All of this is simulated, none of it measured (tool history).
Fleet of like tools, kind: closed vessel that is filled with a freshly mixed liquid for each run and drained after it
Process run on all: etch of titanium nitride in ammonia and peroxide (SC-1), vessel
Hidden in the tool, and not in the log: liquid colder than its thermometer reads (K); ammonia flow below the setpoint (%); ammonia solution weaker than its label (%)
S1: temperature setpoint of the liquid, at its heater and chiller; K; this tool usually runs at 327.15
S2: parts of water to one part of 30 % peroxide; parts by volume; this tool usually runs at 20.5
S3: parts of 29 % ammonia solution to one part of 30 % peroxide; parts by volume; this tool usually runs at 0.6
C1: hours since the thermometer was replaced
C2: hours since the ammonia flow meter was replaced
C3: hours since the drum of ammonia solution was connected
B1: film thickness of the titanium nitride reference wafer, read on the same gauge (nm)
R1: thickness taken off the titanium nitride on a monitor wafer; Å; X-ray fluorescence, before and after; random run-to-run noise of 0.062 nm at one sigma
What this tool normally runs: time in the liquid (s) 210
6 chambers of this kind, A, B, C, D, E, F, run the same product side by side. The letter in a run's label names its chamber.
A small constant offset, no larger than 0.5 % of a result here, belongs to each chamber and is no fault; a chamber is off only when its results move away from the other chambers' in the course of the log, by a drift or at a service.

Run 1F, day 0.25: usual settings; C1 2913.7; C2 400.8; C3 131.3; B1 80.02. Result: R1 92.791 Å.
Run 2A, day 0.479: usual settings; C1 1534.4; C2 186.8; C3 722.3; B1 79.99. Result: R1 93.559 Å.
Run 3E, day 0.712: usual settings; C1 155.8; C2 1795.3; C3 69.6; B1 79.99. Result: R1 93.354 Å.
Run 4C, day 1.021: usual settings; C1 976.5; C2 497.1; C3 778; B1 80.033. Result: R1 92.308 Å.
Run 5D, day 1.458: usual settings but S1 330.65 K, S3 0.8 parts by volume; C1 2214; C2 864.7; C3 498.1; B1 80.004. Result: R1 123.55 Å.
At day 1.533: chamber C: thermometer replaced.
Run 6B, day 1.738: usual settings but S1 330.65 K, S3 0.8 parts by volume; C1 1042.7; C2 498.5; C3 251.2; B1 79.958. Result: R1 122.86 Å.
Run 7C, day 2.162: usual settings but S1 330.65 K, S3 0.8 parts by volume; C1 15.1; C2 524.5; C3 805.4; B1 80.027. Result: R1 123.58 Å.
Run 8D, day 2.383: usual settings but S1 330.65 K, S3 0.8 parts by volume; C1 2236.2; C2 886.9; C3 520.3; B1 80.003. Result: R1 125.54 Å.
Run 9F, day 2.775: usual settings but S1 330.65 K, S3 0.8 parts by volume; C1 2974.3; C2 461.4; C3 191.9; B1 80. Result: R1 123.72 Å.
Run 10A, day 3.125: usual settings but S1 330.65 K, S3 0.8 parts by volume; C1 1597.9; C2 250.3; C3 785.8; B1 80.045. Result: R1 124.92 Å.
Run 11B, day 3.454: usual settings; C1 1083.9; C2 539.7; C3 292.4; B1 79.994. Result: R1 92.126 Å.
Run 12E, day 3.75: usual settings; C1 228.7; C2 1868.2; C3 142.5; B1 79.993. Result: R1 93.762 Å.
Run 13A, day 3.971: usual settings; C1 1618.2; C2 270.6; C3 806.1; B1 80.024. Result: R1 93.583 Å.
Run 14B, day 4.246: usual settings; C1 1102.9; C2 558.7; C3 311.4; B1 80.002. Result: R1 91.485 Å.
Run 15D, day 4.562: usual settings; C1 2288.5; C2 939.2; C3 572.6; B1 79.981. Result: R1 92.745 Å.
Run 16C, day 4.767: usual settings; C1 77.6; C2 587; C3 867.9; B1 80.01. Result: R1 92.741 Å.
Run 17E, day 5.062: usual settings; C1 260.2; C2 1899.7; C3 174; B1 79.993. Result: R1 92.668 Å.
Run 18F, day 5.388: usual settings; C1 3037; C2 524.1; C3 254.6; B1 79.99. Result: R1 91.401 Å.
Run 19C, day 5.696: usual settings; C1 99.9; C2 609.3; C3 890.2; B1 79.991. Result: R1 93.72 Å.
Run 20F, day 6.058: usual settings but S3 0.4 parts by volume; C1 3053.1; C2 540.2; C3 270.7; B1 79.971. Result: R1 86.113 Å.
Run 21A, day 6.3: usual settings but S3 0.4 parts by volume; C1 1674.1; C2 326.5; C3 862; B1 79.993. Result: R1 86.915 Å.
At day 6.579: chamber F: ammonia flow meter replaced.
Run 22D, day 6.612: usual settings but S3 0.4 parts by volume; C1 2337.7; C2 988.4; C3 621.8; B1 79.97. Result: R1 86.08 Å.
At day 6.667: chamber C: new drum of ammonia solution connected.
Run 23E, day 6.971: usual settings but S3 0.4 parts by volume; C1 306; C2 1945.5; C3 219.8; B1 79.989. Result: R1 85.944 Å.
At day 7.133: chamber C: ammonia flow meter replaced.
At day 7.2: chamber D: thermometer replaced.
Run 24B, day 7.271: usual settings but S3 0.4 parts by volume; C1 1175.5; C2 631.3; C3 384; B1 80.001. Result: R1 82.934 Å.
Run 25A, day 7.692: usual settings but S3 0.4 parts by volume; C1 1707.5; C2 359.9; C3 895.4; B1 80.032. Result: R1 86.579 Å.
Run 26D, day 8.004: usual settings; C1 19.3; C2 1021.8; C3 655.2; B1 80.026. Result: R1 93.043 Å.
Run 27E, day 8.383: usual settings; C1 339.9; C2 1979.4; C3 253.7; B1 79.989. Result: R1 93.61 Å.
At day 8.638: chamber E: new drum of ammonia solution connected.
Run 28C, day 8.767: usual settings; C1 173.6; C2 39.3; C3 50.4; B1 79.988. Result: R1 91.947 Å.
Run 29F, day 9: usual settings; C1 3123.7; C2 58.1; C3 341.3; B1 80.013. Result: R1 92.036 Å.
Run 30B, day 9.212: usual settings; C1 1222.1; C2 677.9; C3 430.6; B1 79.995. Result: R1 88.388 Å.
Run 31E, day 9.558: usual settings; C1 368.1; C2 2007.6; C3 22.2; B1 80. Result: R1 92.605 Å.
Run 32D, day 9.812: usual settings; C1 62.7; C2 1065.2; C3 698.6; B1 80.014. Result: R1 92.28 Å.
Run 33F, day 10.208: usual settings; C1 3152.7; C2 87.1; C3 370.3; B1 79.998. Result: R1 91.8 Å.
Run 34A, day 10.558: usual settings; C1 1776.3; C2 428.7; C3 964.2; B1 79.96. Result: R1 94.459 Å.
At day 10.725: chamber F: thermometer replaced.
Run 35C, day 10.921: usual settings; C1 225.3; C2 91; C3 102.1; B1 80.001. Result: R1 93.76 Å.
Run 36B, day 11.167: usual settings; C1 1269; C2 724.8; C3 477.5; B1 79.999. Result: R1 86.903 Å.
Run 37F, day 11.383: usual settings; C1 15.8; C2 115.3; C3 398.5; B1 80.008. Result: R1 92.585 Å.
Run 38D, day 11.771: usual settings; C1 109.7; C2 1112.2; C3 745.6; B1 80.005. Result: R1 92.714 Å.
Run 39C, day 12.2: usual settings; C1 256; C2 121.7; C3 132.8; B1 80.007. Result: R1 92.329 Å.
Run 40B, day 12.408: usual settings; C1 1298.8; C2 754.6; C3 507.3; B1 79.994. Result: R1 86.296 Å.
Run 41A, day 12.662: usual settings; C1 1826.8; C2 479.2; C3 1014.7; B1 80.016. Result: R1 92.631 Å.
Run 42E, day 13.042: usual settings; C1 451.7; C2 2091.2; C3 105.8; B1 80.002. Result: R1 93.178 Å.

Each of the 6 chambers runs these same settings next. Fill in every chamber's results:
Run 43A, day 13.358: usual settings. Result: R1 ?.
Run 43B, day 13.358: usual settings. Result: R1 ?.
Run 43C, day 13.358: usual settings. Result: R1 ?.
Run 43D, day 13.358: usual settings. Result: R1 ?.
Run 43E, day 13.358: usual settings. Result: R1 ?.
Run 43F, day 13.358: usual settings. Result: R1 ?.

run      R1
43A  91.577
43B  85.629
43C  93.369
43D  93.443
43E  93.615
43F  93.612
